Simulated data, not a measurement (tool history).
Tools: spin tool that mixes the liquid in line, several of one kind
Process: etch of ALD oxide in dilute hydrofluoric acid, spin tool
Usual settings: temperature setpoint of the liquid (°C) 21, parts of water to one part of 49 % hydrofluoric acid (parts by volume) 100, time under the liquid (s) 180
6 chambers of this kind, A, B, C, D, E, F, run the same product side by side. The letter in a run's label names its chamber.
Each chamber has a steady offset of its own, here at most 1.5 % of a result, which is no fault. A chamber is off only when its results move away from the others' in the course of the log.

| run | hour | temperature setpoint of the liquid (°C) | parts of water to one part of 49 % hydrofluoric acid (parts by volume) | time under the liquid (s) | read-back film thickness of the ALD oxide reference wafer, read on the same gauge (nm) | thickness taken off the ALD oxide on a monitor wafer (angstrom) |
|---|---|---|---|---|---|---|
| 1C | 4.1 | 21 | 100 | 180 | 59.975 | 308.77 |
| 2A | 7.9 | 21 | 100 | 180 | 60.01 | 299.53 |
| 3D | 12.8 | 21 | 100 | 180 | 60.013 | 303.76 |
| 4E | 20.1 | 21 | 100 | 180 | 59.984 | 303.64 |
| 5F | 25.3 | 18 | 100 | 180 | 60.012 | 270.95 |
|  | 27.9 | chamber D: thermometer replaced |
| 6B | 29.4 | 18 | 100 | 180 | 60.027 | 265.98 |
| 7E | 33.9 | 18 | 100 | 180 | 59.987 | 273.96 |
| 8A | 39.6 | 18 | 100 | 180 | 59.978 | 268.46 |
| 9B | 43.6 | 18 | 100 | 180 | 59.988 | 267.5 |
| 10F | 49.3 | 18 | 100 | 180 | 59.94 | 267.61 |
| 11D | 56.1 | 21 | 100 | 180 | 60.04 | 308.88 |
| 12C | 61.2 | 21 | 100 | 180 | 59.99 | 311.53 |
| 13D | 67.9 | 21 | 100 | 180 | 60.025 | 304.37 |
| 14B | 71.4 | 21 | 100 | 180 | 59.991 | 304.62 |
| 15F | 75.2 | 21 | 100 | 180 | 59.994 | 303.23 |
|  | 78.2 | chamber F: hydrofluoric acid flow meter replaced |
| 16E | 79.9 | 21 | 100 | 180 | 60.002 | 311.71 |
| 17C | 84.8 | 21 | 100 | 180 | 60.019 | 307.98 |
| 18A | 91.5 | 21 | 100 | 180 | 60.057 | 305.83 |
|  | 92 | chamber F: thermometer replaced |
| 19E | 96.3 | 21 | 100 | 180 | 59.961 | 305.06 |
| 20C | 99.9 | 21 | 100 | 180 | 60.001 | 309.54 |
| 21A | 106 | 21 | 100 | 180 | 60.027 | 305.64 |
| 22F | 111.8 | 21 | 100 | 180 | 60.003 | 308.95 |
| 23D | 117.6 | 21 | 100 | 180 | 59.999 | 306.62 |
| 24B | 124.8 | 21 | 100 | 180 | 60.009 | 295.04 |
| 25D | 130.6 | 21 | 100 | 180 | 60.012 | 308.6 |
| 26E | 135.5 | 21 | 100 | 180 | 59.994 | 307.8 |
| 27A | 140.1 | 21 | 100 | 265 | 59.996 | 451.43 |
| 28B | 144.9 | 21 | 100 | 265 | 60.019 | 435.79 |
| 29C | 151.1 | 21 | 100 | 265 | 60.008 | 457.03 |
| 30F | 157.9 | 21 | 100 | 265 | 59.973 | 452.46 |
| 31E | 164.8 | 21 | 100 | 265 | 60.006 | 451.1 |
| 32D | 172.1 | 21 | 100 | 265 | 59.974 | 453.57 |
| 33A | 175.3 | 21 | 100 | 180 | 59.993 | 305.42 |
| 34F | 179 | 21 | 100 | 180 | 60.038 | 306.67 |
| 35C | 183.8 | 21 | 100 | 180 | 59.988 | 306.07 |
| 36B | 187.3 | 21 | 100 | 180 | 60.033 | 286.66 |
| 37E | 191.2 | 21 | 100 | 245 | 60.013 | 411.92 |
| 38D | 196.1 | 21 | 100 | 245 | 60.001 | 417.24 |
| 39B | 202.5 | 21 | 100 | 245 | 59.96 | 388.37 |
| 40A | 209.5 | 21 | 100 | 245 | 59.992 | 415.1 |
| 41C | 213.4 | 21 | 100 | 245 | 59.986 | 419.88 |
| 42F | 218.2 | 21 | 100 | 245 | 60.022 | 418.68 |
| 43E | 222.9 | 21 | 100 | 180 | 59.998 | 304.71 |

What goes on in this fleet: one chamber off, a drifting gauge, or nothing beyond the chambers' own small offsets? Name the chamber and the cause, if any.

Chamber B drifts away from the others.
Cause: hydrofluoric acid flow below the setpoint (%) = 6.33.
The log may not tell that from: liquid colder than its thermometer reads (K).

Here are 4 candidates for chamber B's next run, each the usual settings with a change, their results left as question marks. Which one brings its results back in line with what the others give on the usual settings?
In line means no further than this from the other chambers' mean on the usual settings: thickness taken off the ALD oxide on a monitor wafer (angstrom) 10
| 44B-1 | 228.1 | 24.5 | 100 | 180 |  | ? |
| 44B-2 | 228.1 | 21.5 | 95 | 180 |  | ? |
| 44B-3 | 228.1 | 20.5 | 100 | 160 |  | ? |
| 44B-4 | 228.1 | 21 | 105 | 175 |  | ? |

The other chambers' mean on the usual settings: thickness taken off the ALD oxide on a monitor wafer (angstrom) 306.43
| run | thickness taken off the ALD oxide on a monitor wafer (angstrom) |
|---|---|
| 44B-1 | 323.13 |
| 44B-2 | 303.86 |
| 44B-3 | 245.08 |
| 44B-4 | 259.17 |
44B-2 brings the chamber back in line.
